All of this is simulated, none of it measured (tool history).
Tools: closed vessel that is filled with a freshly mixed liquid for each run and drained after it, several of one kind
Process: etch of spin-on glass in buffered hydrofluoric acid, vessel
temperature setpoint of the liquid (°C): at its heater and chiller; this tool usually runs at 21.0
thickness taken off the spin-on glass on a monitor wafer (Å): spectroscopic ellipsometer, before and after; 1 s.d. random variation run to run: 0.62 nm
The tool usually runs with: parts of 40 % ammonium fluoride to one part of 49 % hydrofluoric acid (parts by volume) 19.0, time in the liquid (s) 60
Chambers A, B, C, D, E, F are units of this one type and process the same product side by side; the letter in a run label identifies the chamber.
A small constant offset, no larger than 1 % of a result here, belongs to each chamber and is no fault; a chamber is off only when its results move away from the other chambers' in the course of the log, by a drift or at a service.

run    day  temperature setpoint of the liquid (°C)  parts of 40 % ammonium fluoride to one part of 49 % hydrofluoric acid (parts by volume)  time in the liquid (s)  hours since the thermometer was replaced  hours since the hydrofluoric acid flow meter was replaced  read-back film thickness of the spin-on glass reference wafer, read on the same gauge (nm)  thickness taken off the spin-on glass on a monitor wafer (Å)
 1C  0.117                                     21.0                                                                                     19.0                      60                                     936.8                                                     1450.7                                                                                      59.992                                                        831.78
 2B  0.296                                     21.0                                                                                     19.0                      60                                     896.7                                                      394.2                                                                                      59.996                                                        824.32
 3A  0.467                                     21.0                                                                                     19.0                      60                                     533.5                                                      576.5                                                                                      59.991                                                        809.42
 4E  0.621                                     21.0                                                                                     19.0                      60                                     293.0                                                     1540.2                                                                                      59.991                                                        827.17
 5F  0.796                                     21.0                                                                                     19.0                      60                                     573.9                                                      106.7                                                                                      60.004                                                        825.53
 6D  0.954                                     18.5                                                                                     19.0                      60                                    1230.1                                                     1271.0                                                                                      60.011                                                        724.96
 7C  1.121                                     18.5                                                                                     19.0                      60                                     960.9                                                     1474.8                                                                                      60.025                                                        717.77
 8A  1.300                                     18.5                                                                                     19.0                      60                                     553.5                                                      596.5                                                                                      60.013                                                        718.27
 9E  1.479                                     18.5                                                                                     19.0                      60                                     313.6                                                     1560.8                                                                                      60.023                                                        725.44
10D  1.625                                     18.5                                                                                     19.0                      60                                    1246.2                                                     1287.1                                                                                      60.018                                                        732.58
11F  1.792                                     18.5                                                                                     19.0                      60                                     597.8                                                      130.6                                                                                      59.992                                                        716.49
12B  1.917                                     21.0                                                                                     19.0                      60                                     935.6                                                      433.1                                                                                      59.980                                                        831.72
13C  2.038                                     21.0                                                                                     19.0                      60                                     982.9                                                     1496.8                                                                                      60.026                                                        834.00
     2.121  -- chamber A: thermometer replaced
14D  2.196                                     21.0                                                                                     19.0                      60                                    1259.9                                                     1300.8                                                                                      60.032                                                        835.41
15F  2.392                                     21.0                                                                                     19.0                      60                                     612.2                                                      145.0                                                                                      59.996                                                        814.88
16B  2.579                                     21.0                                                                                     19.0                      60                                     951.5                                                      449.0                                                                                      59.983                                                        827.38
17A  2.771                                     21.0                                                                                     19.0                      60                                      15.7                                                      631.8                                                                                      59.974                                                        806.65
18E  2.975                                     21.0                                                                                     19.0                      60                                     349.5                                                     1596.7                                                                                      60.021                                                        829.10
19E  3.079                                     21.0                                                                                     19.0                      35                                     352.0                                                     1599.2                                                                                      59.973                                                        486.87
20D  3.183                                     21.0                                                                                     19.0                      35                                    1283.6                                                     1324.5                                                                                      59.983                                                        480.35
21B  3.350                                     21.0                                                                                     19.0                      35                                     970.0                                                      467.5                                                                                      59.966                                                        486.19
22C  3.488                                     21.0                                                                                     19.0                      35                                    1017.7                                                     1531.6                                                                                      59.988                                                        475.48
23F  3.612                                     21.0                                                                                     19.0                      35                                     641.5                                                      174.3                                                                                      59.985                                                        466.99
24A  3.821                                     21.0                                                                                     19.0                      35                                      40.9                                                      657.0                                                                                      60.014                                                        484.33
25A  3.979                                     21.0                                                                                     19.0                      60                                      44.7                                                      660.8                                                                                      60.025                                                        816.75
26D  4.196                                     21.0                                                                                     19.0                      60                                    1307.9                                                     1348.8                                                                                      60.013                                                        832.34
27C  4.304                                     21.0                                                                                     19.0                      60                                    1037.3                                                     1551.2                                                                                      59.987                                                        830.99
28B  4.429                                     21.0                                                                                     19.0                      60                                     995.9                                                      493.4                                                                                      60.000                                                        825.00
29F  4.546                                     21.0                                                                                     22.5                      60                                     663.9                                                      196.7                                                                                      59.987                                                        698.25
30E  4.683                                     21.0                                                                                     22.5                      60                                     390.5                                                     1637.7                                                                                      60.015                                                        723.75
31C  4.804                                     21.0                                                                                     22.5                      60                                    1049.3                                                     1563.2                                                                                      59.997                                                        729.29
32D  5.025                                     21.0                                                                                     22.5                      60                                    1327.8                                                     1368.7                                                                                      59.981                                                        722.03
33B  5.192                                     21.0                                                                                     22.5                      60                                    1014.2                                                      511.7                                                                                      60.003                                                        729.84
34E  5.329                                     21.0                                                                                     22.5                      60                                     406.0                                                     1653.2                                                                                      60.012                                                        726.24
35F  5.508                                     21.0                                                                                     19.0                      35                                     687.0                                                      219.8                                                                                      60.020                                                        447.52
36A  5.658                                     21.0                                                                                     19.0                      35                                      85.0                                                      701.1                                                                                      59.981                                                        478.12
37B  5.862                                     21.0                                                                                     19.0                      35                                    1030.3                                                      527.8                                                                                      60.004                                                        478.69
38E  6.008                                     21.0                                                                                     19.0                      35                                     422.3                                                     1669.5                                                                                      60.007                                                        483.76

Does one chamber stand apart from the rest, does the shared gauge drift, or is all well apart from small per-chamber offsets? Give the chamber and the most likely cause, where there is one.

Chamber F drifts away from the others.
Most likely cause: hydrofluoric acid flow below the setpoint (%) = 9.29.
The log might look much the same if the cause were instead: liquid colder than its thermometer reads (K).

Here are 4 candidates for chamber F's next run, each the usual settings with a change, their results left as question marks. Which one brings its results back in line with what the others give on the usual settings?
In line here means within this much of the mean the other chambers give on the usual settings: thickness taken off the spin-on glass on a monitor wafer (Å) 22.00
39F-1  6.167                                     19.5                                                                                     19.0                      60                                                                                                                                                                                                                                                              ?
39F-2  6.167                                     21.0                                                                                     19.0                      65                                                                                                                                                                                                                                                              ?
39F-3  6.167                                     21.5                                                                                     19.0                      60                                                                                                                                                                                                                                                              ?
39F-4  6.167                                     21.0                                                                                     19.5                      60                                                                                                                                                                                                                                                              ?

On the usual settings, the other chambers give on average: thickness taken off the spin-on glass on a monitor wafer (Å) 825.29
  run  thickness taken off the spin-on glass on a monitor wafer (Å)
39F-1                                                        707.59
39F-2                                                        832.89
39F-3                                                        790.11
39F-4                                                        755.02
Change 39F-2 lands the chamber within the allowed miss of the other chambers.

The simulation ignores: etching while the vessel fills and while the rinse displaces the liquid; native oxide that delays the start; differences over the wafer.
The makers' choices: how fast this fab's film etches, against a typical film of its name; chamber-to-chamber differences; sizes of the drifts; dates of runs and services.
